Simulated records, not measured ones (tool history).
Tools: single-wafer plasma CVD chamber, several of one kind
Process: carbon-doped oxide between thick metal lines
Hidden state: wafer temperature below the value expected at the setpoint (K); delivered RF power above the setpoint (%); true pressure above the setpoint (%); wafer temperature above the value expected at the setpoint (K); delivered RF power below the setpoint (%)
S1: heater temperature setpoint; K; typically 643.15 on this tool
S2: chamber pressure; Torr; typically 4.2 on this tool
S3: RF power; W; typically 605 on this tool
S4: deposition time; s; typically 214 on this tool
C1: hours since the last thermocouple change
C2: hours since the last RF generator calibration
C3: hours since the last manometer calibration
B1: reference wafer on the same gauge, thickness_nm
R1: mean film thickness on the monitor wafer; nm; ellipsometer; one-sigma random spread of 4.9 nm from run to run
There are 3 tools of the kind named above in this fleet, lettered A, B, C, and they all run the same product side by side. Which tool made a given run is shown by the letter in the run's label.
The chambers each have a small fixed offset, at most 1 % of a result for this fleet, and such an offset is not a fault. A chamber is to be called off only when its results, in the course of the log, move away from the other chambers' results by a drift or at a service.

Run 1A, hour 11.1: usual settings; C1 190.0; C2 677.6; C3 1026.7; B1 1150.5. Result: R1 1112.60 nm.
Run 2C, hour 19.2: usual settings; C1 673.9; C2 65.1; C3 1244.6; B1 1150.0. Result: R1 1122.70 nm.
Run 3B, hour 33.0: usual settings; C1 139.4; C2 191.5; C3 734.1; B1 1150.0. Result: R1 1125.30 nm.
Run 4B, hour 46.9: usual settings; C1 153.3; C2 205.4; C3 748.0; B1 1149.3. Result: R1 1127.70 nm.
Run 5A, hour 56.1: usual settings; C1 235.0; C2 722.6; C3 1071.7; B1 1150.3. Result: R1 1114.50 nm.
Run 6C, hour 68.7: usual settings; C1 723.4; C2 114.6; C3 1294.1; B1 1150.4. Result: R1 1115.90 nm.
Run 7C, hour 78.1: usual settings; C1 732.8; C2 124.0; C3 1303.5; B1 1149.4. Result: R1 1123.00 nm.
Run 8B, hour 84.8: usual settings; C1 191.2; C2 243.3; C3 785.9; B1 1150.2. Result: R1 1122.50 nm.
Run 9A, hour 99.1: usual settings; C1 278.0; C2 765.6; C3 1114.7; B1 1150.3. Result: R1 1122.90 nm.
Run 10B, hour 109.5: usual settings; C1 215.9; C2 268.0; C3 810.6; B1 1150.0. Result: R1 1132.00 nm.
Run 11A, hour 117.0: usual settings but S1 648.15 K; C1 295.9; C2 783.5; C3 1132.6; B1 1151.3. Result: R1 1114.20 nm.
Run 12C, hour 127.2: usual settings but S1 648.15 K; C1 781.9; C2 173.1; C3 1352.6; B1 1150.9. Result: R1 1109.30 nm.
Run 13C, hour 134.1: usual settings but S1 648.15 K; C1 788.8; C2 180.0; C3 1359.5; B1 1149.6. Result: R1 1110.50 nm.
Run 14B, hour 141.6: usual settings but S1 652.15 K, S4 182 s; C1 248.0; C2 300.1; C3 842.7; B1 1150.7. Result: R1 942.84 nm.
Run 15A, hour 151.8: usual settings but S1 652.15 K, S4 182 s; C1 330.7; C2 818.3; C3 1167.4; B1 1149.4. Result: R1 936.50 nm.
Run 16C, hour 159.6: usual settings but S1 652.15 K, S4 182 s; C1 814.3; C2 205.5; C3 1385.0; B1 1149.7. Result: R1 927.44 nm.
Run 17A, hour 169.6: usual settings; C1 348.5; C2 836.1; C3 1185.2; B1 1150.9. Result: R1 1122.90 nm.
Run 18B, hour 181.4: usual settings; C1 287.8; C2 339.9; C3 882.5; B1 1150.1. Result: R1 1123.10 nm.
Run 19A, hour 193.2: usual settings but S1 656.15 K; C1 372.1; C2 859.7; C3 1208.8; B1 1149.8. Result: R1 1091.50 nm.
Run 20C, hour 207.0: usual settings but S1 656.15 K; C1 861.7; C2 252.9; C3 1432.4; B1 1149.6. Result: R1 1097.40 nm.
Run 21B, hour 215.5: usual settings but S1 656.15 K; C1 321.9; C2 374.0; C3 916.6; B1 1149.6. Result: R1 1095.10 nm.
Run 22A, hour 226.0: usual settings; C1 404.9; C2 892.5; C3 1241.6; B1 1148.8. Result: R1 1116.30 nm.
Run 23B, hour 232.3: usual settings; C1 338.7; C2 390.8; C3 933.4; B1 1150.0. Result: R1 1128.60 nm.

Which is it: a chamber that has drifted or been left off by a service, a gauge drift common to all chambers, or only each chamber's usual small offset? If a chamber is off, name it and its likeliest cause.

No chamber stands off beyond its own small offset, and the gauge holds steady.
